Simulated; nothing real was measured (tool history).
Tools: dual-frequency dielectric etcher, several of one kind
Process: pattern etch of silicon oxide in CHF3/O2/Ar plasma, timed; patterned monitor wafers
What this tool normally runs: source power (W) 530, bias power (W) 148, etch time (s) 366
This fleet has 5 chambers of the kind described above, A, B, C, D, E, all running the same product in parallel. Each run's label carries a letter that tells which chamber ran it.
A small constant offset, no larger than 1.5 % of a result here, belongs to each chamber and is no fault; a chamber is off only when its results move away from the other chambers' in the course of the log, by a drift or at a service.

run	day	source power (W)	bias power (W)	etch time (s)	read-back reference wafer on the same gauge, depth_nm	mean etch depth across the wafer (Å)
1B	0.217	530	148	366	539.8	6425.3
2C	0.346	530	148	366	540.22	6410.7
3D	0.462	530	148	366	539.6	6395.7
4A	0.696	530	148	366	540.38	6452.9
5E	0.892	530	148	366	540.11	6397.1
6E	1.117	530	148	366	540.25	6385.6
7B	1.367	530	148	366	539.93	6424.3
8C	1.596	530	148	366	540	6388.3
9A	1.858	530	148	366	539.8	6474.4
10D	1.988	530	148	366	539.5	6398.5
11A	2.204	530	148	366	540.05	6472.4
12D	2.454	530	148	366	539.83	6381.8
13C	2.654	530	131	366	540.12	6163.6
14E	2.917	530	131	366	540.02	6164.8
15B	3.083	530	131	366	540.01	6250.8
16D	3.312	530	131	366	539.96	6103
17C	3.517	530	131	366	540.22	6160.3
18B	3.7	530	148	366	540.08	6507.5
19E	3.883	530	148	366	540.16	6388.5
20A	4.088	530	148	366	539.8	6483.1
21C	4.225	530	148	366	539.98	6407.8
22E	4.417	530	148	366	539.72	6377
23D	4.654	530	170	366	540.16	6704.7
24A	4.804	530	170	366	539.69	6767.3
25B	4.95	530	170	366	540.17	6900.3
26A	5.133	530	170	366	540.01	6706
27B	5.379	530	170	366	540.14	6903.4
28C	5.512	530	148	366	539.91	6395
29E	5.729	530	148	366	540.28	6413.8
30D	5.858	530	148	366	540.05	6404.3
31B	6.05	530	148	366	540.04	6577.5
32C	6.175	530	148	366	540.13	6385.3
33D	6.383	530	148	366	539.86	6377.1
34A	6.533	530	148	366	540.28	6428
35E	6.675	530	148	366	540.29	6384.7
36D	6.921	530	148	366	539.76	6391.6
37B	7.142	530	148	366	539.61	6665.9
38A	7.367	530	148	366	540	6452.9
39C	7.529	530	148	366	540.08	6411.8

What goes on in this fleet: one chamber off, a drifting gauge, or nothing beyond the chambers' own small offsets? Name the chamber and the cause, if any.

Chamber B drifts away from the others.
Likeliest cause: etch rate over this chamber's usual, % = 3.94.

Which of the 4 candidates below, each the usual settings with something changed and its results left as question marks, puts chamber B back in line with what the other chambers give on the usual settings?
In line here means within this much of the mean the other chambers give on the usual settings: mean etch depth across the wafer (Å) 60
40B-1	7.717	530	148	336.5		?
40B-2	7.717	530	151	393.5		?
40B-3	7.717	520	147	352.5		?
40B-4	7.717	590	148	366		?

Mean of the other chambers on the usual settings: mean etch depth across the wafer (Å) 6406.8
run	mean etch depth across the wafer (Å)
40B-1	6167.6
40B-2	7260.1
40B-3	6398.7
40B-4	6995.7
The answer is 40B-3, which returns the chamber to within the allowed miss of the others.
